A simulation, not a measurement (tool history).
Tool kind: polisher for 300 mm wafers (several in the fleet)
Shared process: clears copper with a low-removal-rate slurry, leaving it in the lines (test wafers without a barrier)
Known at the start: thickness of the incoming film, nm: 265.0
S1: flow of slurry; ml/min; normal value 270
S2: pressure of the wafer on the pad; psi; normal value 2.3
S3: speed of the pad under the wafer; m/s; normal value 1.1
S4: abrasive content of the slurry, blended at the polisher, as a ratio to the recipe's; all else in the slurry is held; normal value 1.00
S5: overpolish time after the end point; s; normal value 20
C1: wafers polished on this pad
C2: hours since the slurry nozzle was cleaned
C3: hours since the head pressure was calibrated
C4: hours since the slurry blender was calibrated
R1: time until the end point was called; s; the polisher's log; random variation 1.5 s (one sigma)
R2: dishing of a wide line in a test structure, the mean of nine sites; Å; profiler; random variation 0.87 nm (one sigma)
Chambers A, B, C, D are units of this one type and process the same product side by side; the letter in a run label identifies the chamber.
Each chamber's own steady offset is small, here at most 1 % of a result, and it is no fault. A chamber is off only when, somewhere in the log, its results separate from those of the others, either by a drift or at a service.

run,day,S1,S2,S3,S4,S5,C1,C2,C3,C4,R1,R2
1B,0.121,270,2.3,1.1,1.00,20,665,745.5,617.5,343.0,105.15,355.49
2A,0.262,270,2.3,1.1,1.00,20,447,371.5,369.0,7.0,109.00,349.47
3C,0.367,270,2.3,1.1,1.00,20,1005,364.8,463.3,305.8,106.35,363.16
# day 0.458: chamber B: worn pad replaced by a new one
4D,0.538,270,2.3,1.1,1.00,20,199,107.9,202.9,246.6,105.51,372.22
5D,0.704,270,2.3,1.1,1.00,20,233,111.9,206.9,250.6,109.04,352.54
# day 0.825: chamber C: worn pad replaced by a new one
6C,0.862,270,2.3,1.1,1.00,20,7,376.7,475.2,317.7,105.69,349.86
# day 0.996: chamber D: slurry blender recalibrated
7B,1.033,270,1.9,1.1,1.00,20,116,767.4,639.4,364.9,129.75,279.61
8A,1.204,270,1.9,1.1,1.00,20,637,394.1,391.6,29.6,123.95,297.17
9D,1.338,270,1.9,1.1,1.00,20,360,127.1,222.1,8.3,130.33,300.48
# day 1.500: chamber C: head pressure recalibrated
10C,1.508,270,1.9,1.1,1.00,20,138,392.2,0.2,333.2,143.89,254.58
11B,1.700,270,2.3,1.1,1.00,20,250,783.4,655.4,380.9,107.22,354.11
12A,1.796,270,2.3,1.1,1.00,20,757,408.3,405.8,43.8,106.80,349.59
# day 1.854: chamber C: slurry blender recalibrated
# day 1.858: chamber B: slurry nozzle cleaned
13D,1.983,270,2.3,1.1,1.00,26,491,142.6,237.6,23.8,104.22,437.95
14A,2.079,270,2.3,1.1,1.00,26,814,415.1,412.6,50.6,104.05,430.47
15B,2.192,270,2.3,1.1,1.00,26,349,8.1,667.2,392.7,104.29,433.85
16C,2.338,270,2.3,1.1,1.00,26,305,412.1,20.1,11.7,115.76,383.94
17A,2.496,270,2.3,1.1,1.00,20,898,425.1,422.6,60.6,104.45,348.26
18D,2.621,270,2.3,1.1,1.00,20,619,157.9,252.9,39.1,107.20,364.47
19B,2.717,270,2.3,1.1,1.00,20,455,20.7,679.8,405.3,104.57,344.46
20C,2.892,270,2.3,1.1,1.00,20,417,425.4,33.4,25.0,116.57,329.41
21B,3.071,270,2.3,1.1,1.00,20,527,29.2,688.3,413.8,104.93,359.02
22A,3.212,270,2.3,1.1,1.00,20,1043,442.3,439.8,77.8,107.55,351.72
23D,3.388,270,2.3,1.1,1.00,20,774,176.3,271.3,57.5,106.91,367.91
24C,3.508,270,2.3,1.1,1.00,20,541,440.2,48.2,39.8,118.07,319.78
# day 3.579: chamber B: slurry blender recalibrated
25B,3.604,270,2.3,1.1,1.00,20,635,42.0,701.1,0.6,105.04,337.88
26C,3.762,270,2.3,1.1,1.00,20,593,446.3,54.3,45.9,116.32,333.10
# day 3.854: chamber A: worn pad replaced by a new one
27D,3.962,270,2.3,1.1,0.75,13,890,190.1,285.1,71.3,114.30,220.41
28A,4.129,270,2.3,1.1,0.75,13,56,464.3,461.8,99.8,113.87,218.50
29D,4.325,270,2.3,1.1,0.75,13,963,198.8,293.8,80.0,114.50,222.34

Next, all 4 chambers run the settings below, one line each with question marks for the results. What does each chamber give?
30A,4.467,305,2.3,1.1,1.00,20,,,,,?,?
30B,4.467,305,2.3,1.1,1.00,20,,,,,?,?
30C,4.467,305,2.3,1.1,1.00,20,,,,,?,?
30D,4.467,305,2.3,1.1,1.00,20,,,,,?,?

run,R1,R2
30A,104.54,364.85
30B,105.52,345.11
30C,115.44,324.83
30D,106.52,351.60

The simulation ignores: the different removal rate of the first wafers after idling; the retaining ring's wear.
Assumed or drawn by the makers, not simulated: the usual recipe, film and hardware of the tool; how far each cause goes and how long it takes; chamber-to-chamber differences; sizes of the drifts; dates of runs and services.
